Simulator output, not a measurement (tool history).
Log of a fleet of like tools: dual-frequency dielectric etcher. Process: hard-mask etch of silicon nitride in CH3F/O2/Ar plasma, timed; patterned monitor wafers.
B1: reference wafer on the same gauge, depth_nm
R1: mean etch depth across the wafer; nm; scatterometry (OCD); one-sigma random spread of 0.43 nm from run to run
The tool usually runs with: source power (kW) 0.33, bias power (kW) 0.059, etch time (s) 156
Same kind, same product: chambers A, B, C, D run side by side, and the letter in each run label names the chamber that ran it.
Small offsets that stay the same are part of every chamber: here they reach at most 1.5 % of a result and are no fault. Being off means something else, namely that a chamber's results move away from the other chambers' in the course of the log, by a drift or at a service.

{"run": "1A", "hour": 3.6, "source power (kW)": 0.33, "bias power (kW)": 0.059, "etch time (s)": 156, "B1": 80.256, "R1": 95.624}
{"run": "2C", "hour": 8.9, "source power (kW)": 0.33, "bias power (kW)": 0.059, "etch time (s)": 156, "B1": 80.245, "R1": 96.002}
{"run": "3B", "hour": 13.0, "source power (kW)": 0.33, "bias power (kW)": 0.059, "etch time (s)": 156, "B1": 80.333, "R1": 94.989}
{"run": "4D", "hour": 17.7, "source power (kW)": 0.33, "bias power (kW)": 0.059, "etch time (s)": 156, "B1": 80.281, "R1": 96.749}
{"run": "5A", "hour": 21.1, "source power (kW)": 0.33, "bias power (kW)": 0.059, "etch time (s)": 156, "B1": 80.354, "R1": 95.7}
{"run": "6D", "hour": 26.1, "source power (kW)": 0.33, "bias power (kW)": 0.059, "etch time (s)": 156, "B1": 80.233, "R1": 96.183}
{"run": "7B", "hour": 29.2, "source power (kW)": 0.33, "bias power (kW)": 0.059, "etch time (s)": 156, "B1": 80.388, "R1": 93.846}
{"run": "8C", "hour": 36.2, "source power (kW)": 0.33, "bias power (kW)": 0.059, "etch time (s)": 156, "B1": 80.367, "R1": 95.703}
{"run": "9B", "hour": 41.7, "source power (kW)": 0.28, "bias power (kW)": 0.073, "etch time (s)": 156, "B1": 80.283, "R1": 94.942}
{"run": "10C", "hour": 47.1, "source power (kW)": 0.28, "bias power (kW)": 0.073, "etch time (s)": 156, "B1": 80.324, "R1": 96.62}
{"run": "11D", "hour": 50.5, "source power (kW)": 0.28, "bias power (kW)": 0.073, "etch time (s)": 156, "B1": 80.3, "R1": 97.48}
{"run": "12A", "hour": 53.7, "source power (kW)": 0.28, "bias power (kW)": 0.073, "etch time (s)": 156, "B1": 80.27, "R1": 96.321}
{"run": "13A", "hour": 58.1, "source power (kW)": 0.33, "bias power (kW)": 0.059, "etch time (s)": 156, "B1": 80.376, "R1": 96.559}
{"run": "14C", "hour": 63.2, "source power (kW)": 0.33, "bias power (kW)": 0.059, "etch time (s)": 156, "B1": 80.243, "R1": 95.089}
{"run": "15D", "hour": 67.0, "source power (kW)": 0.33, "bias power (kW)": 0.059, "etch time (s)": 156, "B1": 80.279, "R1": 96.062}
{"run": "16B", "hour": 73.3, "source power (kW)": 0.33, "bias power (kW)": 0.059, "etch time (s)": 156, "B1": 80.363, "R1": 93.628}
{"run": "17A", "hour": 78.6, "source power (kW)": 0.33, "bias power (kW)": 0.059, "etch time (s)": 156, "B1": 80.365, "R1": 94.885}
{"run": "18C", "hour": 83.1, "source power (kW)": 0.33, "bias power (kW)": 0.059, "etch time (s)": 156, "B1": 80.262, "R1": 95.076}
{"run": "19B", "hour": 89.5, "source power (kW)": 0.33, "bias power (kW)": 0.071, "etch time (s)": 130, "B1": 80.203, "R1": 83.984}
{"run": "20D", "hour": 96.2, "source power (kW)": 0.33, "bias power (kW)": 0.071, "etch time (s)": 130, "B1": 80.281, "R1": 85.452}
{"run": "21B", "hour": 100.5, "source power (kW)": 0.33, "bias power (kW)": 0.071, "etch time (s)": 130, "B1": 80.273, "R1": 84.146}
{"hour": 103.1, "done": "chamber B: wet clean of the chamber"}
{"run": "22D", "hour": 106.0, "source power (kW)": 0.33, "bias power (kW)": 0.071, "etch time (s)": 130, "B1": 80.299, "R1": 85.56}
{"run": "23C", "hour": 110.5, "source power (kW)": 0.33, "bias power (kW)": 0.046, "etch time (s)": 197, "B1": 80.352, "R1": 111.52}
{"run": "24A", "hour": 114.9, "source power (kW)": 0.33, "bias power (kW)": 0.046, "etch time (s)": 197, "B1": 80.291, "R1": 111.71}
{"run": "25B", "hour": 118.2, "source power (kW)": 0.33, "bias power (kW)": 0.046, "etch time (s)": 197, "B1": 80.32, "R1": 115.23}
{"run": "26A", "hour": 123.2, "source power (kW)": 0.33, "bias power (kW)": 0.046, "etch time (s)": 197, "B1": 80.34, "R1": 111.6}
{"run": "27C", "hour": 129.6, "source power (kW)": 0.33, "bias power (kW)": 0.059, "etch time (s)": 156, "B1": 80.332, "R1": 95.35}
{"run": "28D", "hour": 133.7, "source power (kW)": 0.33, "bias power (kW)": 0.059, "etch time (s)": 156, "B1": 80.335, "R1": 97.332}
{"hour": 140.6, "done": "chamber A: wet clean of the chamber"}
{"run": "29D", "hour": 140.8, "source power (kW)": 0.3, "bias power (kW)": 0.049, "etch time (s)": 156, "B1": 80.251, "R1": 87.095}
{"run": "30B", "hour": 148.0, "source power (kW)": 0.3, "bias power (kW)": 0.049, "etch time (s)": 156, "B1": 80.317, "R1": 89.311}
{"run": "31A", "hour": 154.6, "source power (kW)": 0.3, "bias power (kW)": 0.049, "etch time (s)": 156, "B1": 80.322, "R1": 86.977}
{"run": "32C", "hour": 159.8, "source power (kW)": 0.3, "bias power (kW)": 0.049, "etch time (s)": 156, "B1": 80.365, "R1": 86.538}
{"run": "33A", "hour": 164.5, "source power (kW)": 0.33, "bias power (kW)": 0.059, "etch time (s)": 156, "B1": 80.324, "R1": 96.453}
{"run": "34B", "hour": 168.4, "source power (kW)": 0.33, "bias power (kW)": 0.059, "etch time (s)": 156, "B1": 80.244, "R1": 98.091}
{"run": "35C", "hour": 174.7, "source power (kW)": 0.33, "bias power (kW)": 0.059, "etch time (s)": 156, "B1": 80.341, "R1": 95.156}
{"hour": 180.2, "done": "chamber D: source power generator calibrated"}
{"run": "36D", "hour": 180.9, "source power (kW)": 0.33, "bias power (kW)": 0.059, "etch time (s)": 156, "B1": 80.307, "R1": 96.727}
{"run": "37C", "hour": 188.1, "source power (kW)": 0.33, "bias power (kW)": 0.059, "etch time (s)": 156, "B1": 80.288, "R1": 95.436}
{"run": "38A", "hour": 191.7, "source power (kW)": 0.41, "bias power (kW)": 0.066, "etch time (s)": 156, "B1": 80.297, "R1": 108.32}
{"run": "39D", "hour": 197.6, "source power (kW)": 0.41, "bias power (kW)": 0.066, "etch time (s)": 156, "B1": 80.316, "R1": 108.73}
{"run": "40B", "hour": 204.0, "source power (kW)": 0.41, "bias power (kW)": 0.066, "etch time (s)": 156, "B1": 80.364, "R1": 111.52}
{"run": "41C", "hour": 207.6, "source power (kW)": 0.41, "bias power (kW)": 0.066, "etch time (s)": 156, "B1": 80.437, "R1": 107.88}

Next, every chamber runs the same settings. What will each give?
{"run": "42A", "hour": 212.8, "source power (kW)": 0.33, "bias power (kW)": 0.059, "etch time (s)": 156, "R1": "?"}
{"run": "42B", "hour": 212.8, "source power (kW)": 0.33, "bias power (kW)": 0.059, "etch time (s)": 156, "R1": "?"}
{"run": "42C", "hour": 212.8, "source power (kW)": 0.33, "bias power (kW)": 0.059, "etch time (s)": 156, "R1": "?"}
{"run": "42D", "hour": 212.8, "source power (kW)": 0.33, "bias power (kW)": 0.059, "etch time (s)": 156, "R1": "?"}

run=42A R1=95.853
run=42B R1=98.222
run=42C R1=94.994
run=42D R1=95.907
